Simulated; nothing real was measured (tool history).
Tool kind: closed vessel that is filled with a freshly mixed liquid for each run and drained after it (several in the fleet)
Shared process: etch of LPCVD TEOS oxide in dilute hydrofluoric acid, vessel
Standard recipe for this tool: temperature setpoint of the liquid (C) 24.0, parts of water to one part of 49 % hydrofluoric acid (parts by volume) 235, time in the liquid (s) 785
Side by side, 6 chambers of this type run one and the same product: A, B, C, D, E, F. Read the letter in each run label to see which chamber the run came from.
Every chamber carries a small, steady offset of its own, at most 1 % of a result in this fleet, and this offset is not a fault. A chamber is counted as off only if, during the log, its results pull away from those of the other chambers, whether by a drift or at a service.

| run | hour | temperature setpoint of the liquid (C) | parts of water to one part of 49 % hydrofluoric acid (parts by volume) | time in the liquid (s) | read-back film thickness of the LPCVD TEOS oxide reference wafer, read on the same gauge (nm) | thickness taken off the LPCVD TEOS oxide on a monitor wafer (angstrom) |
|---|---|---|---|---|---|---|
| 1A | 14.0 | 24.0 | 235 | 785 | 40.016 | 578.37 |
| 2C | 25.2 | 24.0 | 235 | 785 | 39.981 | 576.03 |
| 3F | 38.1 | 24.0 | 235 | 785 | 40.012 | 574.08 |
| 4D | 54.3 | 24.0 | 235 | 785 | 39.969 | 575.89 |
| 5E | 68.4 | 24.0 | 235 | 785 | 39.994 | 577.73 |
| 6B | 79.6 | 24.0 | 235 | 785 | 39.977 | 570.03 |
| 7D | 95.0 | 24.0 | 235 | 785 | 39.956 | 571.17 |
|  | 98.5 | chamber C: hydrofluoric acid flow meter replaced |
| 8B | 106.4 | 24.0 | 235 | 785 | 39.999 | 572.08 |
| 9E | 118.1 | 24.0 | 235 | 785 | 39.968 | 574.07 |
| 10F | 131.2 | 24.0 | 235 | 785 | 39.993 | 568.76 |
| 11A | 146.0 | 24.0 | 235 | 785 | 39.979 | 577.49 |
| 12C | 157.9 | 24.0 | 235 | 785 | 40.012 | 571.57 |
| 13C | 172.4 | 24.0 | 235 | 785 | 40.014 | 566.35 |
| 14B | 181.8 | 24.0 | 235 | 785 | 40.012 | 568.86 |
| 15A | 197.4 | 24.0 | 235 | 785 | 40.007 | 579.31 |
| 16D | 206.6 | 24.0 | 155 | 785 | 39.980 | 936.95 |
| 17F | 217.5 | 24.0 | 155 | 785 | 39.996 | 953.62 |
| 18E | 227.6 | 24.0 | 155 | 785 | 39.987 | 956.74 |
| 19C | 240.7 | 24.0 | 155 | 785 | 40.013 | 952.85 |
| 20B | 249.0 | 24.0 | 155 | 785 | 39.988 | 945.60 |
| 21D | 256.9 | 24.0 | 155 | 785 | 39.984 | 930.96 |
| 22A | 265.1 | 24.0 | 235 | 785 | 39.999 | 579.97 |
| 23E | 272.5 | 24.0 | 235 | 785 | 39.977 | 576.71 |
| 24F | 282.5 | 24.0 | 235 | 1070 | 40.011 | 783.14 |
| 25F | 295.4 | 24.0 | 235 | 1070 | 40.014 | 775.17 |
| 26E | 310.9 | 24.0 | 235 | 1070 | 39.994 | 787.37 |
| 27A | 326.0 | 24.0 | 235 | 1070 | 39.991 | 785.07 |
| 28C | 333.6 | 24.0 | 235 | 1070 | 40.004 | 783.98 |
|  | 342.7 | chamber B: thermometer replaced |
| 29D | 347.2 | 24.0 | 235 | 1070 | 40.019 | 754.02 |
| 30B | 357.7 | 24.0 | 235 | 785 | 40.002 | 572.23 |
| 31E | 370.0 | 24.0 | 235 | 785 | 40.019 | 575.42 |
| 32C | 385.0 | 24.0 | 235 | 785 | 40.013 | 578.30 |
| 33D | 395.9 | 24.0 | 235 | 785 | 39.993 | 552.46 |
| 34F | 403.1 | 28.5 | 235 | 785 | 40.018 | 670.74 |
| 35A | 418.9 | 28.5 | 235 | 785 | 40.014 | 671.54 |
| 36B | 428.7 | 28.5 | 235 | 785 | 39.969 | 667.00 |
| 37B | 439.7 | 28.5 | 235 | 785 | 39.989 | 668.28 |

Decide between three cases: one chamber stands off from its peers, the gauge reading all wafers drifts, or nothing is wrong past each chamber's small offset. Where a chamber is off, say which and what most likely put it there.

Chamber D drifts away from the others.
What lies behind it: liquid colder than its thermometer reads (K) = 1.07.
With only this log, it may be confused with: hydrofluoric acid flow below the setpoint (%).

Chamber D could run next with any of the 4 candidate recipes listed below; each alters the usual settings, and their results appear as question marks. Which one brings its results back in line with what the other chambers deliver on the usual settings?
A result is in line if it is within this distance of the other chambers' mean on the usual settings: thickness taken off the LPCVD TEOS oxide on a monitor wafer (angstrom) 12.00
| 38D-1 | 451.5 | 24.0 | 235 | 755 |  | ? |
| 38D-2 | 451.5 | 24.0 | 250 | 785 |  | ? |
| 38D-3 | 451.5 | 24.0 | 230 | 800 |  | ? |
| 38D-4 | 451.5 | 24.0 | 220 | 785 |  | ? |

Usual-settings mean across the other chambers: thickness taken off the LPCVD TEOS oxide on a monitor wafer (angstrom) 574.29
| run | thickness taken off the LPCVD TEOS oxide on a monitor wafer (angstrom) |
|---|---|
| 38D-1 | 530.81 |
| 38D-2 | 511.43 |
| 38D-3 | 577.43 |
| 38D-4 | 598.09 |
It is 38D-3 that realigns the chamber with its peers.
